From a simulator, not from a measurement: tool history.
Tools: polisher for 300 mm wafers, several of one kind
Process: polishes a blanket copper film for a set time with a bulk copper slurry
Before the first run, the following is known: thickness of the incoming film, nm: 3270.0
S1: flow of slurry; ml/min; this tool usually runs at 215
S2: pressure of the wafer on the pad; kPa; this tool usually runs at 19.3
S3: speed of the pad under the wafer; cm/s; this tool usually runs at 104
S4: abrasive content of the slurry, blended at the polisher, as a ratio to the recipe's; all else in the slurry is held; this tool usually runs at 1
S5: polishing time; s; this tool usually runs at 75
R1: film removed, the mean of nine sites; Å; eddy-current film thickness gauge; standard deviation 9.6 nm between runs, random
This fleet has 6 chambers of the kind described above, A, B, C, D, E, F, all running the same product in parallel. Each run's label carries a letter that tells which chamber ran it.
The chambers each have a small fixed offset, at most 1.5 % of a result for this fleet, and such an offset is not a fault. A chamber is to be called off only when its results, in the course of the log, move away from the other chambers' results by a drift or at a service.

run,hour,S1,S2,S3,S4,S5,R1
1B,6,215,19.3,104,1,75,8449.7
# hour 8.6: chamber B: slurry nozzle cleaned
2E,11.4,215,19.3,104,1,75,8546.9
# hour 12.3: chamber F: slurry nozzle cleaned
3C,17.5,215,19.3,104,1,75,8442.4
4D,24.1,215,19.3,104,1,75,8408.5
5F,28.5,215,19.3,104,1,75,8425.5
# hour 29.2: chamber D: worn pad replaced by a new one
# hour 31.3: chamber D: slurry nozzle cleaned
6A,34.4,215,19.3,104,1,75,8328.8
# hour 35.1: chamber A: slurry nozzle cleaned
7C,38.9,215,19.3,104,1,75,8226.6
8E,44.4,215,22.8,104,1,59,7558.2
9B,51.2,215,22.8,104,1,59,7867.1
10A,57.8,215,22.8,104,1,59,7812.5
11D,61.8,215,22.8,104,1,59,7666.6
# hour 68.6: chamber A: worn pad replaced by a new one
12F,70.3,215,22.8,104,1,59,7735.9
# hour 72.8: chamber C: slurry blender recalibrated
13D,75.1,215,22.8,104,1,59,7647.1
# hour 76.7: chamber C: head pressure recalibrated
# hour 80.9: chamber B: worn pad replaced by a new one
14E,81.7,270,14.5,104,1,75,6452.9
# hour 83.8: chamber E: worn pad replaced by a new one
# hour 85.2: chamber F: worn pad replaced by a new one
15C,86.5,270,14.5,104,1,75,6518.6
# hour 88.7: chamber C: worn pad replaced by a new one
16A,90.5,270,14.5,104,1,75,6394.6
# hour 92.2: chamber A: slurry blender recalibrated
17F,94.5,270,14.5,104,1,75,6477.6
# hour 99.6: chamber B: slurry blender recalibrated
18B,99.6,270,14.5,104,1,75,6561.4
# hour 102.1: chamber F: slurry blender recalibrated
19A,107.1,270,14.5,104,1,75,6340.9
20B,114.9,215,19.3,104,1,75,8630.3
21C,121.3,215,19.3,104,1,75,8501
22F,126.8,215,19.3,104,1.15,85,10045
23E,132.5,215,19.3,104,1.15,85,9710.3
24D,137.6,215,19.3,104,1.15,85,9820.3
# hour 139.2: chamber D: slurry blender recalibrated
25F,141.7,215,19.3,104,1.15,85,9630.3
# hour 148.1: chamber D: worn pad replaced by a new one
26C,148.6,215,19.3,104,1.15,85,9767.3
27E,155.4,215,19.3,104,1.15,85,9765.4
# hour 159.3: chamber D: head pressure recalibrated
28A,163.6,215,19.3,104,1,75,8500.2
# hour 172.1: chamber E: worn pad replaced by a new one
29B,172.3,215,19.3,104,1,75,8363.9
# hour 177.3: chamber C: slurry blender recalibrated
30D,178.9,215,19.3,104,1,75,8568.9
# hour 183.8: chamber A: head pressure recalibrated
31C,184.6,285,19.3,104,0.75,75,8242.3
32E,189.8,285,19.3,104,0.75,75,8067.1
# hour 190: chamber B: slurry nozzle cleaned
33F,196.4,285,19.3,104,0.75,75,7925.5
34D,200.6,285,19.3,104,0.75,75,8076.6
35B,207.1,285,19.3,104,0.75,75,7987.3
# hour 208.9: chamber B: slurry blender recalibrated
# hour 213.2: chamber B: worn pad replaced by a new one
# hour 214.2: chamber A: worn pad replaced by a new one
36A,215.9,285,19.3,104,0.75,75,7997
# hour 216.6: chamber C: worn pad replaced by a new one
37C,220.3,270,19.3,104,1.25,75,8959.4
# hour 225.7: chamber A: slurry blender recalibrated
38E,226.3,270,19.3,104,1.25,75,9078.1
# hour 228.2: chamber F: worn pad replaced by a new one
39D,233.1,270,19.3,104,1.25,75,8959.1
40F,238.3,270,19.3,104,1.25,75,8501.9
41B,243.5,270,19.3,104,1.25,75,9014.3
42A,250.7,270,19.3,104,1.25,75,8992.8
43B,256.2,215,19.3,104,1,75,8415.9
44F,261.7,215,19.3,104,1,75,7623

Read the log: is a single chamber off, either drifting away or since a service, is the gauge that measures every chamber drifting, or is nothing wrong beyond small per-chamber offsets? Name any odd chamber and what most likely caused it.

Little by little, chamber F moves away from the other chambers.
Cause: head's pressure below its setpoint, % = 9.48.
The log might look much the same if the cause were instead: slurry flow missing at the pad, %; abrasive missing from the slurry, %.

Below are 4 candidate recipes for chamber F's next run, each the usual settings with a change, their results shown as question marks. Which of them brings F's results back in line with what the other chambers give on the usual settings?
Counts as in line when no further than this from what the other chambers average on the usual settings: R1 330 Å
45F-1,268.2,215,21.4,104,1,75,?
45F-2,268.2,215,19.3,104,1.05,87,?
45F-3,268.2,215,18.6,98,1,71,?
45F-4,268.2,215,18.6,100,1,73,?

What the other chambers average on the usual settings: R1 8381.5 Å
run,R1
45F-1,8482.1
45F-2,8974.5
45F-3,6575.8
45F-4,6901.2
45F-1 brings the chamber back in line.
